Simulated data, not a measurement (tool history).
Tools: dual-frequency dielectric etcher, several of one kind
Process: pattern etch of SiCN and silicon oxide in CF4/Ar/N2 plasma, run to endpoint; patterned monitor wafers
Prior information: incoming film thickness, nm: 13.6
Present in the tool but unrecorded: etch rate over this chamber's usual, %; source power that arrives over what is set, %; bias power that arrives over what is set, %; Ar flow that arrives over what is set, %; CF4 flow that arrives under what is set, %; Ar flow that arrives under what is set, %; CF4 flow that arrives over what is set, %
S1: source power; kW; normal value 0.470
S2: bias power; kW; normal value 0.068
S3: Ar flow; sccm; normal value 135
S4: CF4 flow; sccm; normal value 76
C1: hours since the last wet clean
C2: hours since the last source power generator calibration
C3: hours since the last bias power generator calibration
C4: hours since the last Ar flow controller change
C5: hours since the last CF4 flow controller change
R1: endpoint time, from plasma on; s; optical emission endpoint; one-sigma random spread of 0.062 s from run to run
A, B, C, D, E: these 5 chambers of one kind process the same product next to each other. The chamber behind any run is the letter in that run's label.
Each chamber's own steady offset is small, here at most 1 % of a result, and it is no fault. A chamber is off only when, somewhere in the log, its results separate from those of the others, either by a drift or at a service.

run   hour     S1     S2   S3  S4     C1      C2      C3      C4      C5      R1
 1D    7.6  0.470  0.068  135  76  518.9  2414.2  1095.1  1242.0  2046.5  16.044
 2C   12.7  0.470  0.068  135  76  171.2  2722.7  1706.6  3616.7   238.7  16.238
 3A   19.9  0.470  0.068  135  76  108.4   665.4    28.7  2440.8  1716.4  16.079
 4E   26.7  0.470  0.068  135  76  229.1  4144.2   444.9   270.6   989.7  16.123
 5B   33.7  0.470  0.068  152  58  107.1  1449.5  2985.8  4223.2  2280.5  17.351
 6D   39.0  0.470  0.068  152  58  550.3  2445.6  1126.5  1273.4  2077.9  17.283
 7B   48.2  0.470  0.068  152  58  121.6  1464.0  3000.3  4237.7  2295.0  17.211
 8E   56.7  0.470  0.068  152  58  259.1  4174.2   474.9   300.6  1019.7  17.084
 9C   64.1  0.470  0.068  152  58  222.6  2774.1  1758.0  3668.1   290.1  17.201
10A   69.0  0.470  0.068  135  76  157.5   714.5    77.8  2489.9  1765.5  16.070
11E   76.6  0.470  0.068  135  76  279.0  4194.1   494.8   320.5  1039.6  15.954
12B   86.2  0.470  0.068  135  76  159.6  1502.0  3038.3  4275.7  2333.0  16.212
13A   91.9  0.470  0.068  135  76  180.4   737.4   100.7  2512.8  1788.4  16.067
14C   97.3  0.470  0.068  135  76  255.8  2807.3  1791.2  3701.3   323.3  16.206
15D  106.6  0.470  0.068  135  76  617.9  2513.2  1194.1  1341.0  2145.5  15.944
16B  112.3  0.470  0.068  135  76  185.7  1528.1  3064.4  4301.8  2359.1  16.077
     117.1  -- chamber D: wet clean of the chamber
17E  120.6  0.470  0.068  135  76  323.0  4238.1   538.8   364.5  1083.6  16.041
18C  128.8  0.470  0.068  135  76  287.3  2838.8  1822.7  3732.8   354.8  16.259
19A  134.4  0.470  0.068  135  76  222.9   779.9   143.2  2555.3  1830.9  15.969
20D  143.4  0.470  0.068  135  76   26.4  2550.0  1230.9  1377.8  2182.3  16.023
21A  149.8  0.470  0.068  135  76  238.3   795.3   158.6  2570.7  1846.3  16.051
22E  159.4  0.470  0.068  135  76  361.8  4276.9   577.6   403.3  1122.4  16.049
23B  165.5  0.470  0.068  135  76  238.9  1581.3  3117.6  4355.0  2412.3  16.231
24D  173.9  0.470  0.068  135  76   56.9  2580.5  1261.4  1408.3  2212.8  15.904
25C  179.2  0.470  0.068  135  76  337.7  2889.2  1873.1  3783.2   405.2  16.131
     181.7  -- chamber E: wet clean of the chamber
26D  184.4  0.470  0.068  135  76   67.4  2591.0  1271.9  1418.8  2223.3  16.040
27E  190.4  0.470  0.074  135  84    8.8  4307.9   608.6   434.3  1153.4  15.302
28C  196.7  0.470  0.074  135  84  355.2  2906.7  1890.6  3800.7   422.7  15.405
29A  205.5  0.470  0.074  135  84  294.0   851.0   214.3  2626.4  1902.0  15.139
30B  211.2  0.470  0.074  135  84  284.6  1627.0  3163.3  4400.7  2458.0  15.412
31E  215.9  0.470  0.074  135  84   34.3  4333.4   634.1   459.8  1178.9  15.320
32D  222.7  0.470  0.068  135  76  105.7  2629.3  1310.2  1457.1  2261.6  16.060
33B  231.7  0.470  0.068  135  76  305.1  1647.5  3183.8  4421.2  2478.5  16.060
34A  236.8  0.470  0.068  135  76  325.3   882.3   245.6  2657.7  1933.3  15.736
35C  245.0  0.470  0.068  135  76  403.5  2955.0  1938.9  3849.0   471.0  16.089
36A  255.1  0.470  0.068  135  76  343.6   900.6   263.9  2676.0  1951.6  15.755
     258.0  -- chamber C: wet clean of the chamber
37C  260.4  0.470  0.068  135  76    2.4  2970.4  1954.3  3864.4   486.4  16.211
38D  266.6  0.470  0.068  135  76  149.6  2673.2  1354.1  1501.0  2305.5  16.028
39E  276.3  0.470  0.068  135  76   94.7  4393.8   694.5   520.2  1239.3  16.053
40B  281.4  0.470  0.068  135  76  354.8  1697.2  3233.5  4470.9  2528.2  16.211
41E  286.6  0.470  0.068  135  76  105.0  4404.1   704.8   530.5  1249.6  16.076
42C  296.3  0.470  0.068  135  76   38.3  3006.3  1990.2  3900.3   522.3  16.108
43A  306.3  0.470  0.068  121  90  394.8   951.8   315.1  2727.2  2002.8  14.984

Predict what each chamber gives when all 5 of them run the settings below next.
44A  313.7  0.360  0.068  135  76                       ?
44B  313.7  0.360  0.068  135  76                       ?
44C  313.7  0.360  0.068  135  76                       ?
44D  313.7  0.360  0.068  135  76                       ?
44E  313.7  0.360  0.068  135  76                       ?

run      R1
44A  19.674
44B  20.389
44C  20.522
44D  20.140
44E  20.211
